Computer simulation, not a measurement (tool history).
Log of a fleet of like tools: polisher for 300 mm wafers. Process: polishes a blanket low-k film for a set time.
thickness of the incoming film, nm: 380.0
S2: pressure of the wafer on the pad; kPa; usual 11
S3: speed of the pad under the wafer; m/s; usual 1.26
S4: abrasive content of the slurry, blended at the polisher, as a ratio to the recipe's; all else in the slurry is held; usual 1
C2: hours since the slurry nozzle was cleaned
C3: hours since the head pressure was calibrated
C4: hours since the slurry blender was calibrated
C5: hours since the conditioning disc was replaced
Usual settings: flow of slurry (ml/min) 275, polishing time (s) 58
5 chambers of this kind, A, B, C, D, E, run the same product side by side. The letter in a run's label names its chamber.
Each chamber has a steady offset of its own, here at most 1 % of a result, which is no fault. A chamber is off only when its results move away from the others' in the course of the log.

{"hour": 1.2, "done": "chamber A: slurry blender recalibrated"}
{"run": "1C", "hour": 5.9, "flow of slurry (ml/min)": 275, "S2": 11, "S3": 1.26, "S4": 1, "polishing time (s)": 58, "wafers polished on this pad": 601, "C2": 105.5, "C3": 578.8, "C4": 172.1, "C5": 199.4, "film removed (Å)": 227.09}
{"hour": 9.3, "done": "chamber C: slurry blender recalibrated"}
{"run": "2E", "hour": 15.1, "flow of slurry (ml/min)": 275, "S2": 11, "S3": 1.26, "S4": 1, "polishing time (s)": 58, "wafers polished on this pad": 508, "C2": 375.3, "C3": 1380.6, "C4": 72.6, "C5": 181.9, "film removed (Å)": 227.41}
{"hour": 18.9, "done": "chamber C: worn pad replaced by a new one"}
{"run": "3A", "hour": 23.8, "flow of slurry (ml/min)": 275, "S2": 11, "S3": 1.26, "S4": 1, "polishing time (s)": 58, "wafers polished on this pad": 499, "C2": 310.5, "C3": 1377.7, "C4": 22.6, "C5": 72.8, "film removed (Å)": 226.5}
{"run": "4D", "hour": 34.2, "flow of slurry (ml/min)": 275, "S2": 11, "S3": 1.26, "S4": 1, "polishing time (s)": 58, "wafers polished on this pad": 714, "C2": 403.5, "C3": 577.3, "C4": 99.2, "C5": 137.5, "film removed (Å)": 226.99}
{"run": "5B", "hour": 39.3, "flow of slurry (ml/min)": 275, "S2": 11, "S3": 1.26, "S4": 1, "polishing time (s)": 58, "wafers polished on this pad": 576, "C2": 268.5, "C3": 632.1, "C4": 146, "C5": 50.2, "film removed (Å)": 225.56}
{"hour": 41.3, "done": "chamber E: worn pad replaced by a new one"}
{"run": "6A", "hour": 48.4, "flow of slurry (ml/min)": 275, "S2": 11, "S3": 1.26, "S4": 1, "polishing time (s)": 58, "wafers polished on this pad": 784, "C2": 335.1, "C3": 1402.3, "C4": 47.2, "C5": 97.4, "film removed (Å)": 228.87}
{"hour": 48.5, "done": "chamber B: slurry nozzle cleaned"}
{"run": "7D", "hour": 56.4, "flow of slurry (ml/min)": 275, "S2": 11, "S3": 1.26, "S4": 1, "polishing time (s)": 58, "wafers polished on this pad": 972, "C2": 425.7, "C3": 599.5, "C4": 121.4, "C5": 159.7, "film removed (Å)": 225.21}
{"hour": 57.1, "done": "chamber B: worn pad replaced by a new one"}
{"run": "8C", "hour": 66.5, "flow of slurry (ml/min)": 275, "S2": 11, "S3": 1.26, "S4": 1, "polishing time (s)": 58, "wafers polished on this pad": 553, "C2": 166.1, "C3": 639.4, "C4": 57.2, "C5": 260, "film removed (Å)": 225.22}
{"run": "9E", "hour": 75.9, "flow of slurry (ml/min)": 275, "S2": 11, "S3": 1.26, "S4": 1, "polishing time (s)": 58, "wafers polished on this pad": 401, "C2": 436.1, "C3": 1441.4, "C4": 133.4, "C5": 242.7, "film removed (Å)": 225.57}
{"run": "10B", "hour": 85.9, "flow of slurry (ml/min)": 275, "S2": 11, "S3": 1.26, "S4": 1, "polishing time (s)": 58, "wafers polished on this pad": 334, "C2": 37.4, "C3": 678.7, "C4": 192.6, "C5": 96.8, "film removed (Å)": 226.94}
{"run": "11A", "hour": 91.5, "flow of slurry (ml/min)": 275, "S2": 11, "S3": 1.26, "S4": 1, "polishing time (s)": 58, "wafers polished on this pad": 1284, "C2": 378.2, "C3": 1445.4, "C4": 90.3, "C5": 140.5, "film removed (Å)": 226.84}
{"hour": 93.2, "done": "chamber C: head pressure recalibrated"}
{"hour": 93.5, "done": "chamber C: worn pad replaced by a new one"}
{"hour": 94.6, "done": "chamber A: worn pad replaced by a new one"}
{"run": "12B", "hour": 99.3, "flow of slurry (ml/min)": 275, "S2": 11, "S3": 1.26, "S4": 1, "polishing time (s)": 58, "wafers polished on this pad": 490, "C2": 50.8, "C3": 692.1, "C4": 206, "C5": 110.2, "film removed (Å)": 228.97}
{"hour": 99.5, "done": "chamber D: slurry blender recalibrated"}
{"hour": 100.8, "done": "chamber B: head pressure recalibrated"}
{"run": "13D", "hour": 106.5, "flow of slurry (ml/min)": 275, "S2": 7.6, "S3": 1.26, "S4": 1, "polishing time (s)": 45, "wafers polished on this pad": 1553, "C2": 475.8, "C3": 649.6, "C4": 7, "C5": 209.8, "film removed (Å)": 120.66}
{"hour": 107.3, "done": "chamber D: worn pad replaced by a new one"}
{"hour": 107.6, "done": "chamber E: slurry blender recalibrated"}
{"hour": 113.0, "done": "chamber A: head pressure recalibrated"}
{"run": "14E", "hour": 117.8, "flow of slurry (ml/min)": 275, "S2": 7.6, "S3": 1.26, "S4": 1, "polishing time (s)": 45, "wafers polished on this pad": 888, "C2": 478, "C3": 1483.3, "C4": 10.2, "C5": 284.6, "film removed (Å)": 119.64}
{"hour": 122.2, "done": "chamber E: worn pad replaced by a new one"}
{"run": "15C", "hour": 123.5, "flow of slurry (ml/min)": 275, "S2": 7.6, "S3": 1.26, "S4": 1, "polishing time (s)": 45, "wafers polished on this pad": 348, "C2": 223.1, "C3": 30.3, "C4": 114.2, "C5": 317, "film removed (Å)": 120.32}
{"run": "16C", "hour": 134.6, "flow of slurry (ml/min)": 275, "S2": 7.6, "S3": 1.26, "S4": 1, "polishing time (s)": 45, "wafers polished on this pad": 477, "C2": 234.2, "C3": 41.4, "C4": 125.3, "C5": 328.1, "film removed (Å)": 118.73}
{"hour": 134.8, "done": "chamber B: worn pad replaced by a new one"}
{"hour": 139.6, "done": "chamber B: slurry blender recalibrated"}
{"hour": 142.4, "done": "chamber D: head pressure recalibrated"}
{"run": "17D", "hour": 145.9, "flow of slurry (ml/min)": 275, "S2": 7.6, "S3": 1.26, "S4": 1, "polishing time (s)": 45, "wafers polished on this pad": 448, "C2": 515.2, "C3": 3.6, "C4": 46.4, "C5": 249.2, "film removed (Å)": 120.75}
{"run": "18A", "hour": 154.0, "flow of slurry (ml/min)": 275, "S2": 11, "S3": 1.26, "S4": 1, "polishing time (s)": 58, "wafers polished on this pad": 690, "C2": 440.7, "C3": 41.1, "C4": 152.8, "C5": 203, "film removed (Å)": 225.38}
{"run": "19B", "hour": 162.4, "flow of slurry (ml/min)": 275, "S2": 11, "S3": 1.26, "S4": 1, "polishing time (s)": 58, "wafers polished on this pad": 320, "C2": 113.9, "C3": 61.6, "C4": 22.9, "C5": 173.3, "film removed (Å)": 227.79}
{"hour": 162.8, "done": "chamber D: slurry nozzle cleaned"}
{"hour": 169.2, "done": "chamber C: worn pad replaced by a new one"}
{"run": "20E", "hour": 169.7, "flow of slurry (ml/min)": 275, "S2": 11, "S3": 1.26, "S4": 1, "polishing time (s)": 58, "wafers polished on this pad": 552, "C2": 529.9, "C3": 1535.2, "C4": 62.1, "C5": 336.5, "film removed (Å)": 229.62}
{"hour": 172.7, "done": "chamber E: conditioning disc replaced and pad reconditioned"}
{"run": "21B", "hour": 177.1, "flow of slurry (ml/min)": 275, "S2": 11, "S3": 1.26, "S4": 1, "polishing time (s)": 58, "wafers polished on this pad": 490, "C2": 128.6, "C3": 76.3, "C4": 37.6, "C5": 188, "film removed (Å)": 228.32}
{"hour": 182.2, "done": "chamber C: slurry blender recalibrated"}
{"run": "22A", "hour": 188.1, "flow of slurry (ml/min)": 275, "S2": 11, "S3": 1.26, "S4": 1, "polishing time (s)": 58, "wafers polished on this pad": 1085, "C2": 474.8, "C3": 75.2, "C4": 186.9, "C5": 237.1, "film removed (Å)": 227.84}
{"hour": 191.8, "done": "chamber E: worn pad replaced by a new one"}
{"run": "23C", "hour": 194.4, "flow of slurry (ml/min)": 275, "S2": 12.4, "S3": 1.26, "S4": 1, "polishing time (s)": 43, "wafers polished on this pad": 292, "C2": 294, "C3": 101.2, "C4": 12.2, "C5": 387.9, "film removed (Å)": 187.61}
{"hour": 197.5, "done": "chamber C: conditioning disc replaced and pad reconditioned"}
{"hour": 199.5, "done": "chamber E: head pressure recalibrated"}
{"run": "24D", "hour": 201.5, "flow of slurry (ml/min)": 275, "S2": 12.4, "S3": 1.26, "S4": 1, "polishing time (s)": 43, "wafers polished on this pad": 1093, "C2": 38.7, "C3": 59.2, "C4": 102, "C5": 304.8, "film removed (Å)": 190.43}
{"hour": 205.6, "done": "chamber B: worn pad replaced by a new one"}
{"hour": 211.8, "done": "chamber A: worn pad replaced by a new one"}
{"run": "25E", "hour": 212.6, "flow of slurry (ml/min)": 275, "S2": 12.4, "S3": 1.26, "S4": 1, "polishing time (s)": 43, "wafers polished on this pad": 241, "C2": 572.8, "C3": 13.2, "C4": 105, "C5": 39.9, "film removed (Å)": 172.94}
{"run": "26A", "hour": 222.1, "flow of slurry (ml/min)": 275, "S2": 12.4, "S3": 1.26, "S4": 1, "polishing time (s)": 43, "wafers polished on this pad": 120, "C2": 508.8, "C3": 109.2, "C4": 220.9, "C5": 271.1, "film removed (Å)": 188.75}
{"hour": 231.7, "done": "chamber C: worn pad replaced by a new one"}
{"run": "27E", "hour": 231.7, "flow of slurry (ml/min)": 275, "S2": 12.4, "S3": 1.26, "S4": 1, "polishing time (s)": 43, "wafers polished on this pad": 463, "C2": 591.9, "C3": 32.3, "C4": 124.1, "C5": 59, "film removed (Å)": 172.44}
{"run": "28D", "hour": 240.7, "flow of slurry (ml/min)": 275, "S2": 11, "S3": 1.26, "S4": 1, "polishing time (s)": 58, "wafers polished on this pad": 1548, "C2": 77.9, "C3": 98.4, "C4": 141.2, "C5": 344, "film removed (Å)": 226.23}
{"hour": 241.5, "done": "chamber D: worn pad replaced by a new one"}
{"run": "29C", "hour": 245.9, "flow of slurry (ml/min)": 275, "S2": 11, "S3": 1.26, "S4": 1, "polishing time (s)": 58, "wafers polished on this pad": 165, "C2": 345.5, "C3": 152.7, "C4": 63.7, "C5": 48.5, "film removed (Å)": 224.23}
{"run": "30B", "hour": 255.7, "flow of slurry (ml/min)": 275, "S2": 11, "S3": 1.26, "S4": 1, "polishing time (s)": 58, "wafers polished on this pad": 582, "C2": 207.2, "C3": 154.9, "C4": 116.2, "C5": 266.6, "film removed (Å)": 228.18}
{"hour": 262.2, "done": "chamber E: worn pad replaced by a new one"}
{"run": "31D", "hour": 267.0, "flow of slurry (ml/min)": 275, "S2": 11, "S3": 1.26, "S4": 1, "polishing time (s)": 58, "wafers polished on this pad": 296, "C2": 104.2, "C3": 124.7, "C4": 167.5, "C5": 370.3, "film removed (Å)": 226.67}
{"hour": 268.1, "done": "chamber D: slurry blender recalibrated"}
{"run": "32A", "hour": 272.2, "flow of slurry (ml/min)": 275, "S2": 11, "S3": 1.26, "S4": 1, "polishing time (s)": 58, "wafers polished on this pad": 701, "C2": 558.9, "C3": 159.3, "C4": 271, "C5": 321.2, "film removed (Å)": 228.95}
{"run": "33B", "hour": 278.9, "flow of slurry (ml/min)": 275, "S2": 11, "S3": 1.26, "S4": 1, "polishing time (s)": 58, "wafers polished on this pad": 851, "C2": 230.4, "C3": 178.1, "C4": 139.4, "C5": 289.8, "film removed (Å)": 226.37}
{"run": "34E", "hour": 284.7, "flow of slurry (ml/min)": 275, "S2": 11, "S3": 1.64, "S4": 1, "polishing time (s)": 42, "wafers polished on this pad": 261, "C2": 644.9, "C3": 85.3, "C4": 177.1, "C5": 112, "film removed (Å)": 186.32}
{"hour": 285.6, "done": "chamber B: worn pad replaced by a new one"}
{"hour": 294.6, "done": "chamber E: slurry blender recalibrated"}
{"run": "35C", "hour": 295.1, "flow of slurry (ml/min)": 275, "S2": 11, "S3": 1.64, "S4": 1, "polishing time (s)": 42, "wafers polished on this pad": 736, "C2": 394.7, "C3": 201.9, "C4": 112.9, "C5": 97.7, "film removed (Å)": 201.63}
{"hour": 295.7, "done": "chamber C: worn pad replaced by a new one"}
{"run": "36A", "hour": 304.3, "flow of slurry (ml/min)": 275, "S2": 11, "S3": 1.64, "S4": 1, "polishing time (s)": 42, "wafers polished on this pad": 1074, "C2": 591, "C3": 191.4, "C4": 303.1, "C5": 353.3, "film removed (Å)": 201.74}
{"run": "37B", "hour": 310.2, "flow of slurry (ml/min)": 275, "S2": 11, "S3": 1.64, "S4": 1, "polishing time (s)": 42, "wafers polished on this pad": 285, "C2": 261.7, "C3": 209.4, "C4": 170.7, "C5": 321.1, "film removed (Å)": 205.3}
{"hour": 315.0, "done": "chamber E: slurry nozzle cleaned"}
{"run": "38C", "hour": 317.7, "flow of slurry (ml/min)": 275, "S2": 11, "S3": 1.64, "S4": 1, "polishing time (s)": 42, "wafers polished on this pad": 255, "C2": 417.3, "C3": 224.5, "C4": 135.5, "C5": 120.3, "film removed (Å)": 203.07}
{"run": "39E", "hour": 322.9, "flow of slurry (ml/min)": 275, "S2": 11, "S3": 1.26, "S4": 1, "polishing time (s)": 58, "wafers polished on this pad": 704, "C2": 7.9, "C3": 123.5, "C4": 28.3, "C5": 150.2, "film removed (Å)": 206.81}
{"hour": 327.7, "done": "chamber D: conditioning disc replaced and pad reconditioned"}
{"run": "40D", "hour": 331.1, "flow of slurry (ml/min)": 275, "S2": 11, "S3": 1.26, "S4": 1, "polishing time (s)": 58, "wafers polished on this pad": 1040, "C2": 168.3, "C3": 188.8, "C4": 63, "C5": 3.5, "film removed (Å)": 227.53}
{"hour": 338.4, "done": "chamber B: slurry nozzle cleaned"}
{"run": "41B", "hour": 341.4, "flow of slurry (ml/min)": 275, "S2": 11, "S3": 1.26, "S4": 1, "polishing time (s)": 58, "wafers polished on this pad": 647, "C2": 3, "C3": 240.6, "C4": 201.9, "C5": 352.3, "film removed (Å)": 224.11}
{"hour": 342.9, "done": "chamber A: worn pad replaced by a new one"}
{"run": "42A", "hour": 352.2, "flow of slurry (ml/min)": 325, "S2": 11, "S3": 1.26, "S4": 1.2, "polishing time (s)": 58, "wafers polished on this pad": 108, "C2": 638.9, "C3": 239.3, "C4": 351, "C5": 401.2, "film removed (Å)": 251.28}
{"hour": 360.7, "done": "chamber C: worn pad replaced by a new one"}
{"hour": 360.9, "done": "chamber C: slurry nozzle cleaned"}
{"hour": 361.4, "done": "chamber C: slurry blender recalibrated"}
{"run": "43C", "hour": 361.4, "flow of slurry (ml/min)": 325, "S2": 11, "S3": 1.26, "S4": 1.2, "polishing time (s)": 58, "wafers polished on this pad": 9, "C2": 0.5, "C3": 268.2, "C4": 0, "C5": 164, "film removed (Å)": 249.74}

What goes on in this fleet: one chamber off, a drifting gauge, or nothing beyond the chambers' own small offsets? Name the chamber and the cause, if any.

A service left chamber E off against the others.
Cause: head's pressure below its setpoint, % = 9.38.

Here are 4 candidates for chamber E's next run, each the usual settings with a change, their results left as question marks. Which one brings its results back in line with what the others give on the usual settings?
In line means no further than this from the other chambers' mean on the usual settings: film removed (Å) 6
{"run": "44E-1", "hour": 369.6, "flow of slurry (ml/min)": 275, "S2": 10.3, "S3": 1.22, "S4": 1, "polishing time (s)": 55, "film removed (Å)": "?"}
{"run": "44E-2", "hour": 369.6, "flow of slurry (ml/min)": 275, "S2": 11, "S3": 1.26, "S4": 1, "polishing time (s)": 53, "film removed (Å)": "?"}
{"run": "44E-3", "hour": 369.6, "flow of slurry (ml/min)": 275, "S2": 11, "S3": 1.26, "S4": 1.4, "polishing time (s)": 58, "film removed (Å)": "?"}
{"run": "44E-4", "hour": 369.6, "flow of slurry (ml/min)": 275, "S2": 11, "S3": 1.26, "S4": 1, "polishing time (s)": 63, "film removed (Å)": "?"}

The other chambers' mean on the usual settings: film removed (Å) 226.58
run=44E-1 film_removed_(Å)=179.04
run=44E-2 film_removed_(Å)=188.97
run=44E-3 film_removed_(Å)=237.37
run=44E-4 film_removed_(Å)=224.63
44E-4 brings the chamber back in line.
